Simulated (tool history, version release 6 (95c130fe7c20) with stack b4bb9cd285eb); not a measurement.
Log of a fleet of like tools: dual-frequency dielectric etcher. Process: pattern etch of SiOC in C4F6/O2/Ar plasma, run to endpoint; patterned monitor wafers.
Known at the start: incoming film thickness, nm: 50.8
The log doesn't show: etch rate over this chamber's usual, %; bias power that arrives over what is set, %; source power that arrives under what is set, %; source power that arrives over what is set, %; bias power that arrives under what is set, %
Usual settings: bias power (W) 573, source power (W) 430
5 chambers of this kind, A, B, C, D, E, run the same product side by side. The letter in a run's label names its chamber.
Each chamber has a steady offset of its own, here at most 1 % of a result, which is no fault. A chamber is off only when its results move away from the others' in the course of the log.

run     day  bias power (W)  source power (W)  hours since the last wet clean  hours since the last bias power generator calibration  hours since the last source power generator calibration  endpoint time (s)
 1A   0.271             573               430                           299.6                                                 1780.1                                                     2613             15.694
 2D   0.717             573               430                           605.6                                                   3249                                                     3039             15.741
       1.05  -- chamber D: wet clean of the chamber
 3C   1.217             573               430                           263.5                                                  719.1                                                   1074.3             15.782
 4E   1.738             573               430                           150.2                                                 1258.7                                                   2301.7             15.838
      1.933  -- chamber D: bias power generator calibrated
 5B   2.254             573               430                           414.1                                                 1127.7                                                   1477.1             15.865
 6B   2.588             573               430                           422.1                                                 1135.7                                                   1485.1             15.862
 7C   3.062             573               430                           307.8                                                  763.4                                                   1118.6             15.754
 8E   3.496             573               430                           192.4                                                 1300.9                                                   2343.9             15.863
 9A   3.825             573               490                           384.9                                                 1865.4                                                   2698.3             15.019
10D   4.083             573               490                            72.8                                                   51.6                                                   3119.8             14.972
11D   4.533             573               490                            83.6                                                   62.4                                                   3130.6             14.977
      4.654  -- chamber D: source power generator calibrated
12C   4.871             573               490                           351.2                                                  806.8                                                     1162              15.09
13A   5.296             573               490                           420.2                                                 1900.7                                                   2733.6              14.94
14E   5.679             573               430                           244.8                                                 1353.3                                                   2396.3             15.752
15B   5.917             573               500                             502                                                 1215.6                                                     1565              15.07
16A   6.388             573               500                           446.4                                                 1926.9                                                   2759.8             14.775
17C   6.838             573               500                           398.4                                                    854                                                   1209.2             14.924
18B   7.246             573               500                           533.9                                                 1247.5                                                   1596.9             15.081
      7.562  -- chamber A: bias power generator calibrated
19E   7.583             573               500                           290.5                                                   1399                                                     2442             14.943
      7.675  -- chamber B: wet clean of the chamber
20D   7.833             667               330                           162.8                                                  141.6                                                     76.4             16.331
21E   8.175             667               330                           304.7                                                 1413.2                                                   2456.2             16.481
22B   8.612             667               330                            22.5                                                 1280.3                                                   1629.7              16.46
23D   9.025             667               330                           191.4                                                  170.2                                                      105             16.329
24A   9.283             667               330                           515.9                                                   41.4                                                   2829.3             16.311
25C   9.771             573               430                           468.8                                                  924.4                                                   1279.6             15.546
     10.017  -- chamber A: wet clean of the chamber
26C  10.121             573               380                           477.2                                                  932.8                                                     1288             16.294
27E  10.612             573               380                           363.2                                                 1471.7                                                   2514.7             16.486
28D  10.946             573               380                           237.5                                                  216.3                                                    151.1             16.394
29B  11.196             573               380                            84.5                                                 1342.3                                                   1691.7             16.698
30A  11.496             573               380                            35.6                                                   94.5                                                   2882.4             16.446
31D  11.833             447               340                           258.8                                                  237.6                                                    172.4             18.689
32E  12.158             447               340                           400.3                                                 1508.8                                                   2551.8             18.923
33B  12.438             447               340                           114.3                                                 1372.1                                                   1721.5             18.987
34A  12.788             447               340                            66.6                                                  125.5                                                   2913.4             18.762
35C  13.225             447               340                           551.7                                                 1007.3                                                   1362.5             18.415
36D  13.646             573               430                           302.3                                                  281.1                                                    215.9             15.622
37A  14.021             573               330                            96.2                                                  155.1                                                     2943             17.275

Is one chamber off against the others, does the gauge drift, or is nothing wrong? If a chamber is off, say which, and what the likeliest cause is.

Chamber C drifts away from the others.
Cause: etch rate over this chamber's usual, % = 3.5.

Here are 4 candidates for chamber C's next run, each the usual settings with a change, their results left as question marks. Which one brings its results back in line with what the others give on the usual settings?
In line means no further than this from the other chambers' mean on the usual settings: endpoint time (s) 0.17
38C-1  14.396             573               500                                                                                                                                                                  ?
38C-2  14.396             528               400                                                                                                                                                                  ?
38C-3  14.396             551               410                                                                                                                                                                  ?
38C-4  14.396             595               450                                                                                                                                                                  ?

The other chambers' mean on the usual settings: endpoint time (s) 15.764
  run  endpoint time (s)
38C-1             14.515
38C-2             16.247
38C-3             15.842
38C-4              14.87
38C-3 brings the chamber back in line.
